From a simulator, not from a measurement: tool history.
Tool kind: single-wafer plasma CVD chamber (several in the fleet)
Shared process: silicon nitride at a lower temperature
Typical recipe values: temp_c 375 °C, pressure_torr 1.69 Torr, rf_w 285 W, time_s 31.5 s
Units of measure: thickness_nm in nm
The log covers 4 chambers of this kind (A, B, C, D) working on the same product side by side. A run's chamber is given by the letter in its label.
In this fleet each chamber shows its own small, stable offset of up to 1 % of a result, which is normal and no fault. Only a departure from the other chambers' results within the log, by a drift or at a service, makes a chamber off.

| run | hour | temp_c | pressure_torr | rf_w | time_s | read-back reference wafer on the same gauge, thickness_nm | thickness_nm |
|---|---|---|---|---|---|---|---|
| 1C | 4.8 | 375 | 1.69 | 285 | 31.5 | 41.592 | 36.097 |
| 2D | 13.9 | 375 | 1.69 | 285 | 31.5 | 41.598 | 36.263 |
| 3B | 22.4 | 375 | 1.69 | 285 | 31.5 | 41.586 | 35.922 |
| 4A | 30.0 | 375 | 1.69 | 285 | 31.5 | 41.573 | 35.708 |
| 5A | 38.3 | 375 | 1.69 | 255 | 27.1 | 41.607 | 28.494 |
| 6B | 46.8 | 375 | 1.69 | 255 | 27.1 | 41.592 | 28.696 |
|  | 46.9 | chamber C: thermocouple changed; heater temperature recalibrated |
| 7C | 54.8 | 375 | 1.69 | 255 | 27.1 | 41.603 | 28.773 |
| 8D | 63.8 | 375 | 1.69 | 255 | 27.1 | 41.592 | 28.860 |
| 9A | 71.3 | 375 | 1.69 | 285 | 31.5 | 41.633 | 35.543 |
| 10D | 79.5 | 375 | 1.69 | 285 | 31.5 | 41.593 | 36.232 |
| 11B | 87.4 | 375 | 1.69 | 285 | 31.5 | 41.576 | 35.907 |
| 12C | 94.2 | 375 | 1.69 | 285 | 31.5 | 41.619 | 35.936 |
| 13B | 102.6 | 375 | 1.69 | 285 | 31.5 | 41.595 | 35.953 |
| 14C | 107.6 | 375 | 1.69 | 285 | 31.5 | 41.616 | 35.885 |
|  | 110.9 | chamber B: capacitance manometer re-zeroed and calibrated |
| 15D | 113.9 | 375 | 1.69 | 285 | 31.5 | 41.640 | 36.383 |
| 16A | 119.8 | 375 | 1.69 | 285 | 31.5 | 41.572 | 35.665 |
| 17A | 128.0 | 375 | 1.69 | 285 | 31.5 | 41.628 | 35.692 |
| 18C | 133.5 | 375 | 1.69 | 285 | 31.5 | 41.657 | 36.153 |
| 19B | 139.1 | 375 | 1.69 | 285 | 31.5 | 41.588 | 36.139 |
| 20D | 145.8 | 375 | 1.69 | 285 | 31.5 | 41.601 | 35.958 |
| 21C | 151.0 | 375 | 1.69 | 285 | 31.5 | 41.608 | 36.113 |
| 22B | 155.4 | 375 | 1.69 | 285 | 31.5 | 41.612 | 36.078 |
| 23D | 164.9 | 375 | 1.69 | 285 | 31.5 | 41.629 | 36.120 |
| 24A | 171.9 | 361 | 1.69 | 285 | 31.5 | 41.608 | 35.972 |
| 25B | 178.2 | 361 | 1.69 | 285 | 31.5 | 41.544 | 36.361 |
| 26D | 187.8 | 361 | 1.69 | 285 | 31.5 | 41.608 | 36.254 |
| 27A | 192.9 | 361 | 1.69 | 285 | 31.5 | 41.596 | 35.912 |
| 28C | 201.0 | 375 | 1.69 | 285 | 31.5 | 41.607 | 35.977 |
| 29D | 206.1 | 375 | 1.69 | 285 | 31.5 | 41.592 | 35.933 |
| 30C | 210.9 | 375 | 1.69 | 285 | 31.5 | 41.596 | 35.979 |
| 31B | 219.8 | 375 | 1.69 | 285 | 31.5 | 41.613 | 36.314 |
| 32A | 224.6 | 375 | 1.69 | 285 | 31.5 | 41.620 | 35.686 |

All 4 chambers run these settings next. Forecast each chamber's results:
| 33A | 231.5 | 375 | 1.39 | 285 | 31.5 |  | ? |
| 33B | 231.5 | 375 | 1.39 | 285 | 31.5 |  | ? |
| 33C | 231.5 | 375 | 1.39 | 285 | 31.5 |  | ? |
| 33D | 231.5 | 375 | 1.39 | 285 | 31.5 |  | ? |

| run | thickness_nm |
|---|---|
| 33A | 33.699 |
| 33B | 34.202 |
| 33C | 34.052 |
| 33D | 34.235 |
